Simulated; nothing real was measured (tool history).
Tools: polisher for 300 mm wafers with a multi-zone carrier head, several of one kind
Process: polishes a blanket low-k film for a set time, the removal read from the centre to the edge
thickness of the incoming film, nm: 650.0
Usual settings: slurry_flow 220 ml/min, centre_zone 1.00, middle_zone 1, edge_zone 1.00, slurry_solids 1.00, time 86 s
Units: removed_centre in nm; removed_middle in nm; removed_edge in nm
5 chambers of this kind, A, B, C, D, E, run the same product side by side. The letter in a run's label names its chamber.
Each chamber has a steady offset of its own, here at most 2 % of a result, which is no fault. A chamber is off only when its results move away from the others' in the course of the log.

| run | hour | slurry_flow | centre_zone | middle_zone | edge_zone | slurry_solids | time | wafers polished on this pad | hours since the slurry nozzle was cleaned | hours since the centre zone pressure was calibrated | hours since the edge zone pressure was calibrated | removed_centre | removed_middle | removed_edge |
|---|---|---|---|---|---|---|---|---|---|---|---|---|---|---|
| 1A | 9.4 | 220 | 1.00 | 1 | 1.00 | 1.00 | 86 | 776 | 717.1 | 345.1 | 1305.7 | 36.657 | 38.098 | 37.250 |
|  | 12.2 | chamber A: worn pad replaced by a new one |
| 2C | 19.2 | 220 | 1.00 | 1 | 1.00 | 1.00 | 86 | 516 | 111.9 | 606.0 | 226.3 | 37.620 | 37.474 | 37.391 |
| 3E | 27.7 | 220 | 1.00 | 1 | 1.00 | 1.00 | 86 | 1448 | 388.9 | 243.2 | 453.7 | 37.451 | 37.638 | 37.794 |
|  | 37.6 | chamber E: worn pad replaced by a new one |
| 4D | 42.2 | 220 | 1.00 | 1 | 1.00 | 1.00 | 86 | 589 | 118.0 | 896.2 | 340.6 | 37.703 | 37.863 | 37.620 |
|  | 48.2 | chamber A: slurry nozzle cleaned |
| 5B | 51.4 | 220 | 1.00 | 1 | 1.00 | 1.00 | 86 | 723 | 147.2 | 268.6 | 889.2 | 38.149 | 37.875 | 37.505 |
|  | 51.7 | chamber D: worn pad replaced by a new one |
| 6D | 60.2 | 220 | 1.00 | 1 | 1.00 | 1.00 | 86 | 68 | 136.0 | 914.2 | 358.6 | 37.971 | 37.472 | 37.642 |
|  | 62.5 | chamber B: worn pad replaced by a new one |
|  | 73.8 | chamber C: worn pad replaced by a new one |
| 7C | 74.1 | 220 | 1.00 | 1 | 1.00 | 1.00 | 86 | 2 | 166.8 | 660.9 | 281.2 | 37.438 | 37.892 | 37.708 |
|  | 81.0 | chamber A: edge zone pressure recalibrated |
| 8E | 81.9 | 220 | 1.00 | 1 | 1.00 | 1.00 | 86 | 356 | 443.1 | 297.4 | 507.9 | 37.134 | 36.923 | 37.663 |
| 9B | 94.8 | 220 | 1.00 | 1 | 1.00 | 1.00 | 86 | 259 | 190.6 | 312.0 | 932.6 | 37.961 | 37.703 | 37.430 |
| 10A | 107.6 | 220 | 1.07 | 1 | 1.00 | 1.00 | 71 | 766 | 59.4 | 443.3 | 26.6 | 32.756 | 31.105 | 31.400 |
|  | 114.1 | chamber A: worn pad replaced by a new one |
| 11D | 119.9 | 220 | 1.07 | 1 | 1.00 | 1.00 | 71 | 548 | 195.7 | 973.9 | 418.3 | 33.778 | 31.066 | 31.253 |
| 12B | 128.0 | 220 | 1.07 | 1 | 1.00 | 1.00 | 71 | 526 | 223.8 | 345.2 | 965.8 | 33.525 | 31.214 | 30.915 |
|  | 137.3 | chamber E: centre zone pressure recalibrated |
| 13C | 139.0 | 220 | 1.07 | 1 | 1.00 | 1.00 | 71 | 523 | 231.7 | 725.8 | 346.1 | 33.270 | 31.142 | 30.506 |
|  | 141.7 | chamber D: worn pad replaced by a new one |
| 14E | 147.2 | 220 | 1.07 | 1 | 1.00 | 1.00 | 71 | 881 | 508.4 | 9.9 | 573.2 | 33.139 | 30.562 | 30.816 |
| 15A | 161.5 | 220 | 1.00 | 1 | 1.00 | 1.00 | 99 | 381 | 113.3 | 497.2 | 80.5 | 43.031 | 43.740 | 43.203 |
|  | 171.6 | chamber B: worn pad replaced by a new one |
| 16A | 172.1 | 220 | 1.00 | 1 | 1.00 | 1.00 | 99 | 466 | 123.9 | 507.8 | 91.1 | 42.603 | 43.330 | 43.282 |
| 17D | 181.9 | 220 | 1.00 | 1 | 1.00 | 1.00 | 99 | 323 | 257.7 | 1035.9 | 480.3 | 42.903 | 43.578 | 43.897 |
|  | 182.2 | chamber E: worn pad replaced by a new one |
|  | 187.9 | chamber B: edge zone pressure recalibrated |
| 18C | 188.7 | 220 | 1.00 | 1 | 1.00 | 1.00 | 99 | 923 | 281.4 | 775.5 | 395.8 | 42.770 | 43.723 | 43.501 |
|  | 197.0 | chamber A: worn pad replaced by a new one |
| 19E | 198.3 | 220 | 1.00 | 1 | 1.00 | 1.00 | 99 | 129 | 559.5 | 61.0 | 624.3 | 43.127 | 41.932 | 42.717 |
|  | 199.4 | chamber E: edge zone pressure recalibrated |
|  | 206.2 | chamber C: worn pad replaced by a new one |
| 20B | 209.3 | 220 | 1.00 | 1 | 1.00 | 1.00 | 86 | 302 | 305.1 | 426.5 | 21.4 | 37.644 | 37.554 | 36.890 |
| 21C | 221.0 | 220 | 1.00 | 1 | 1.00 | 1.00 | 86 | 119 | 313.7 | 807.8 | 428.1 | 37.961 | 37.606 | 37.783 |
|  | 221.5 | chamber D: worn pad replaced by a new one |
| 22B | 227.8 | 220 | 1.00 | 1 | 1.00 | 1.00 | 86 | 451 | 323.6 | 445.0 | 39.9 | 37.668 | 38.172 | 36.952 |
| 23D | 238.8 | 220 | 1.00 | 1 | 1.00 | 1.00 | 86 | 139 | 314.6 | 1092.8 | 537.2 | 37.945 | 38.025 | 37.427 |
| 24A | 245.1 | 220 | 1.00 | 1 | 1.00 | 1.00 | 65 | 386 | 196.9 | 580.8 | 164.1 | 27.724 | 28.271 | 28.220 |
| 25E | 251.6 | 220 | 1.00 | 1 | 1.00 | 1.00 | 65 | 557 | 612.8 | 114.3 | 52.3 | 27.039 | 27.378 | 27.789 |
| 26C | 260.3 | 220 | 1.00 | 1 | 1.00 | 1.00 | 65 | 434 | 353.0 | 847.1 | 467.4 | 27.845 | 28.288 | 27.950 |
| 27E | 270.4 | 220 | 1.00 | 1 | 1.00 | 1.00 | 65 | 709 | 631.6 | 133.1 | 71.1 | 27.322 | 27.299 | 27.701 |
| 28D | 282.3 | 220 | 1.00 | 1 | 1.00 | 1.00 | 65 | 489 | 358.1 | 1136.3 | 580.7 | 28.844 | 28.571 | 28.603 |
|  | 283.4 | chamber B: worn pad replaced by a new one |
|  | 290.1 | chamber A: worn pad replaced by a new one |
| 29B | 295.6 | 220 | 1.00 | 1 | 1.11 | 0.85 | 86 | 98 | 391.4 | 512.8 | 107.7 | 34.930 | 34.643 | 36.427 |
| 30A | 303.5 | 220 | 1.00 | 1 | 1.11 | 0.85 | 86 | 107 | 255.3 | 639.2 | 222.5 | 33.751 | 34.905 | 36.318 |
|  | 311.7 | chamber D: worn pad replaced by a new one |
| 31B | 316.9 | 220 | 1.00 | 1 | 1.11 | 0.85 | 86 | 269 | 412.7 | 534.1 | 129.0 | 35.000 | 34.826 | 36.807 |
|  | 318.3 | chamber C: worn pad replaced by a new one |
| 32A | 323.4 | 220 | 1.00 | 1 | 1.11 | 0.85 | 86 | 267 | 275.2 | 659.1 | 242.4 | 33.833 | 35.170 | 37.098 |
| 33C | 336.8 | 220 | 1.00 | 1 | 1.11 | 0.85 | 86 | 148 | 429.5 | 923.6 | 543.9 | 34.553 | 34.745 | 36.901 |
| 34D | 348.6 | 220 | 1.00 | 1 | 1.00 | 1.00 | 86 | 297 | 424.4 | 1202.6 | 647.0 | 37.741 | 37.973 | 37.294 |
| 35E | 357.6 | 220 | 1.00 | 1 | 1.00 | 1.00 | 86 | 1409 | 718.8 | 220.3 | 158.3 | 36.113 | 35.570 | 36.915 |
| 36C | 369.5 | 220 | 1.00 | 1 | 1.00 | 1.00 | 86 | 411 | 462.2 | 956.3 | 576.6 | 37.520 | 37.609 | 37.270 |
|  | 371.8 | chamber E: worn pad replaced by a new one |
| 37A | 379.4 | 250 | 1.00 | 1 | 1.00 | 1.00 | 86 | 717 | 331.2 | 715.1 | 298.4 | 36.969 | 38.434 | 37.789 |
|  | 382.3 | chamber A: worn pad replaced by a new one |
|  | 385.8 | chamber B: worn pad replaced by a new one |
| 38D | 389.0 | 250 | 1.00 | 1 | 1.00 | 1.00 | 86 | 621 | 464.8 | 1243.0 | 687.4 | 38.732 | 38.393 | 38.229 |
| 39B | 402.8 | 250 | 1.00 | 1 | 1.00 | 1.00 | 86 | 136 | 498.6 | 620.0 | 214.9 | 38.236 | 38.197 | 37.853 |
| 40E | 411.2 | 250 | 1.00 | 1 | 1.00 | 1.00 | 86 | 316 | 772.4 | 273.9 | 211.9 | 36.246 | 36.304 | 36.762 |
| 41A | 421.5 | 250 | 1.00 | 1 | 1.00 | 1.00 | 86 | 315 | 373.3 | 757.2 | 340.5 | 36.882 | 38.463 | 37.899 |

Is one chamber off against the others, does the gauge drift, or is nothing wrong? If a chamber is off, say which, and what the likeliest cause is.

Chamber E drifts away from the others.
Cause: slurry flow missing at the pad, % = 29.5.

Here are 4 candidates for chamber E's next run, each the usual settings with a change, their results left as question marks. Which one brings its results back in line with what the others give on the usual settings?
In line means no further than this from the other chambers' mean on the usual settings: removed_centre 1.200 nm; removed_middle 0.850 nm; removed_edge 1.200 nm
| 42E-1 | 432.0 | 225 | 1.01 | 1.03 | 0.98 | 1.00 | 89 |  |  |  |  | ? | ? | ? |
| 42E-2 | 432.0 | 220 | 1.00 | 1.01 | 0.99 | 1.00 | 87 |  |  |  |  | ? | ? | ? |
| 42E-3 | 432.0 | 215 | 0.99 | 0.97 | 1.02 | 1.00 | 83 |  |  |  |  | ? | ? | ? |
| 42E-4 | 432.0 | 220 | 1.00 | 0.99 | 1.01 | 1.00 | 85 |  |  |  |  | ? | ? | ? |

The other chambers' mean on the usual settings: removed_centre 37.471 nm; removed_middle 37.730 nm; removed_edge 37.365 nm
| run | removed_centre | removed_middle | removed_edge |
|---|---|---|---|
| 42E-1 | 37.261 | 37.877 | 37.230 |
| 42E-2 | 35.864 | 36.211 | 36.492 |
| 42E-3 | 33.674 | 33.133 | 35.278 |
| 42E-4 | 35.035 | 34.725 | 36.038 |
42E-1 brings the chamber back in line.
